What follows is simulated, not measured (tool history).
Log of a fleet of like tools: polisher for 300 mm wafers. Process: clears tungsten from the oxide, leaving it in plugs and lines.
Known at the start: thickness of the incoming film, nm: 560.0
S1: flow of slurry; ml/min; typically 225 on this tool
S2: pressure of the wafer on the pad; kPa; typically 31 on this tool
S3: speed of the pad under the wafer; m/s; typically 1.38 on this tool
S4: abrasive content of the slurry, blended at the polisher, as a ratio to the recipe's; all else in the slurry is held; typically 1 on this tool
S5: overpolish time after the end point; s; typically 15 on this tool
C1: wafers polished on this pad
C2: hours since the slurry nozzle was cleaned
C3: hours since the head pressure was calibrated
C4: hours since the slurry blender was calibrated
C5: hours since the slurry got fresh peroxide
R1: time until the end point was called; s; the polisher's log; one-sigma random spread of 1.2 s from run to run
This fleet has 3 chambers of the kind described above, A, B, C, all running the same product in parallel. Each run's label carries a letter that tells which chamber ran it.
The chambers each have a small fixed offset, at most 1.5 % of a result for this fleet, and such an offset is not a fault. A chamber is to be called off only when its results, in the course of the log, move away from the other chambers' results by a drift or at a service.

run     day   S1    S2    S3   S4  S5    C1     C2     C3     C4     C5      R1
      0.183  -- chamber C: slurry tank refilled with fresh slurry and peroxide
 1B   0.346  225    31  1.38    1  15   986  403.5  244.9   23.7     78  69.929
      0.383  -- chamber B: worn pad replaced by a new one
      0.571  -- chamber A: worn pad replaced by a new one
 2A   0.662  225    31  1.38    1  15    22  263.5    793  184.9   20.5   69.99
      0.917  -- chamber C: head pressure recalibrated
 3C   0.992  225    31  1.38    1  15   300  253.5    1.8  109.6   19.5  66.952
 4A   1.321  225    31  1.38    1  15   178  279.3  808.8  200.7   36.3  68.756
 5B   1.567  225    31  1.38    1  15   281  432.8  274.2     53  107.3  73.176
      1.833  -- chamber C: slurry blender recalibrated
 6C   1.858  225    31  1.38    1  15   506  274.3   22.6    0.7   40.3  70.456
 7B   2.142  225    31  1.38    1  15   418  446.6    288   66.8  121.1  70.568
 8C   2.438  225    31  1.38  1.2  15   643  288.2   36.5   14.6   54.2  68.021
      2.579  -- chamber B: slurry tank refilled with fresh slurry and peroxide
 9A   2.792  225    31  1.38  1.2  15   527  314.6  844.1    236   71.6  67.244
      2.992  -- chamber A: slurry tank refilled with fresh slurry and peroxide
10C   3.046  225    31  1.38  1.2  15   788  302.8   51.1   29.2   68.8  66.031
11B   3.221  275    31  1.38    1  15   674  472.5  313.9   92.7   15.5  69.697
12A   3.529  275    31  1.38    1  15   703  332.3  861.8  253.7     13  68.641
      3.704  -- chamber B: worn pad replaced by a new one
13C   3.808  275    31  1.38    1  15   969  321.1   69.4   47.5   87.1  70.482
14B   4.021  225    31  1.38    1  15    75  491.7  333.1  111.9   34.7  71.088
15A   4.296  225    31  1.38    1  15   885  350.7  880.2  272.1   31.4  68.661
16B   4.521  225    31  1.38    1  15   194  503.7  345.1  123.9   46.7  70.986
      4.708  -- chamber C: slurry tank refilled with fresh slurry and peroxide
17C   4.812  225    31  1.38    1  15  1207  345.2   93.5   71.6    2.6  68.984
      4.867  -- chamber C: worn pad replaced by a new one
18A   5.208  225    31  1.38    1  15  1101  372.6  902.1    294   53.3  68.961
      5.446  -- chamber C: slurry nozzle cleaned
19A   5.558  225    31  1.38    1  15  1185    381  910.5  302.4   61.7    71.2
20B   5.742  225    31  1.38    1  15   484    533  374.4  153.2     76  72.465
      5.988  -- chamber A: worn pad replaced by a new one
21C   6.088  225    31  1.38    1  15   290   15.4  124.1  102.2   33.2  69.697
      6.158  -- chamber A: head pressure recalibrated
      6.212  -- chamber A: slurry tank refilled with fresh slurry and peroxide
22C   6.304  225    31  1.38    1  15   341   20.6  129.3  107.4   38.4  69.968
23A   6.571  225    31  1.38    1  15   138  405.3    9.9  326.7    8.6  71.899
24B   6.942  225    31  1.38    1  15   769  561.8  403.2    182  104.8  70.382
      7.004  -- chamber B: worn pad replaced by a new one
25A   7.188  225    31  1.38    1  15   285  420.1   24.7  341.5   23.4  70.464
26C    7.45  225    31  1.38    1  15   614   48.1  156.8  134.9   65.9   69.89
      7.475  -- chamber C: slurry blender recalibrated
      7.629  -- chamber B: slurry tank refilled with fresh slurry and peroxide
27B    7.65  225    31   1.6    1  15   153  578.8  420.2    199    0.5   61.41
28A    7.95  225    31   1.6    1  15   466  438.4     43  359.8   41.7  59.547
      8.204  -- chamber B: slurry nozzle cleaned
29B   8.308  225    31   1.6    1  15   310    2.5    436  214.8   16.3  60.295
30C   8.567  225    31  1.38    1  15   879   74.9  183.6   26.2   92.7  68.419
31A   8.838  225  24.8  1.38    1  15   677  459.7   64.3  381.1     63  86.883
      8.942  -- chamber A: slurry blender recalibrated
32B   9.096  225  24.8  1.38    1  15   497   21.4  454.9  233.7   35.2  87.974
      9.121  -- chamber C: worn pad replaced by a new one
       9.25  -- chamber C: slurry tank refilled with fresh slurry and peroxide
33C   9.283  225  24.8  1.38    1  15    39   92.1  200.8   43.4    0.9  88.824
34B   9.462  225    31  1.38    1  15   584   30.2  463.7  242.5     44  71.291
       9.55  -- chamber A: slurry tank refilled with fresh slurry and peroxide
35A   9.858  225    31  1.38    1  15   919  484.2   88.8     22    7.4  70.181
36C  10.208  225    31  1.38    1  15   258  114.3    223   65.6   23.1   71.53
37A  10.388  225    31  1.38    1  15  1045  496.9  101.5   34.7   20.1   69.85
     10.567  -- chamber B: worn pad replaced by a new one
38C  10.675  225    31  1.22    1  11   369  125.5  234.2   76.8   34.3  77.407
39B  10.933  225    31  1.22    1  11    87   65.5    499  277.8   79.3  81.189
40A  11.267  225    31  1.22    1  11  1254    518  122.6   55.8   41.2  78.197
41B  11.633  225    31  1.38    1  15   253   82.3  515.8  294.6   96.1  71.029
42C  11.933  225    31  1.38    1  15   668  155.7  264.4    107   64.5  72.015

Decide between three cases: one chamber stands off from its peers, the gauge reading all wafers drifts, or nothing is wrong past each chamber's small offset. Where a chamber is off, say which and what most likely put it there.

Beyond each chamber's small constant offset nothing stands out, and the gauge stays steady.

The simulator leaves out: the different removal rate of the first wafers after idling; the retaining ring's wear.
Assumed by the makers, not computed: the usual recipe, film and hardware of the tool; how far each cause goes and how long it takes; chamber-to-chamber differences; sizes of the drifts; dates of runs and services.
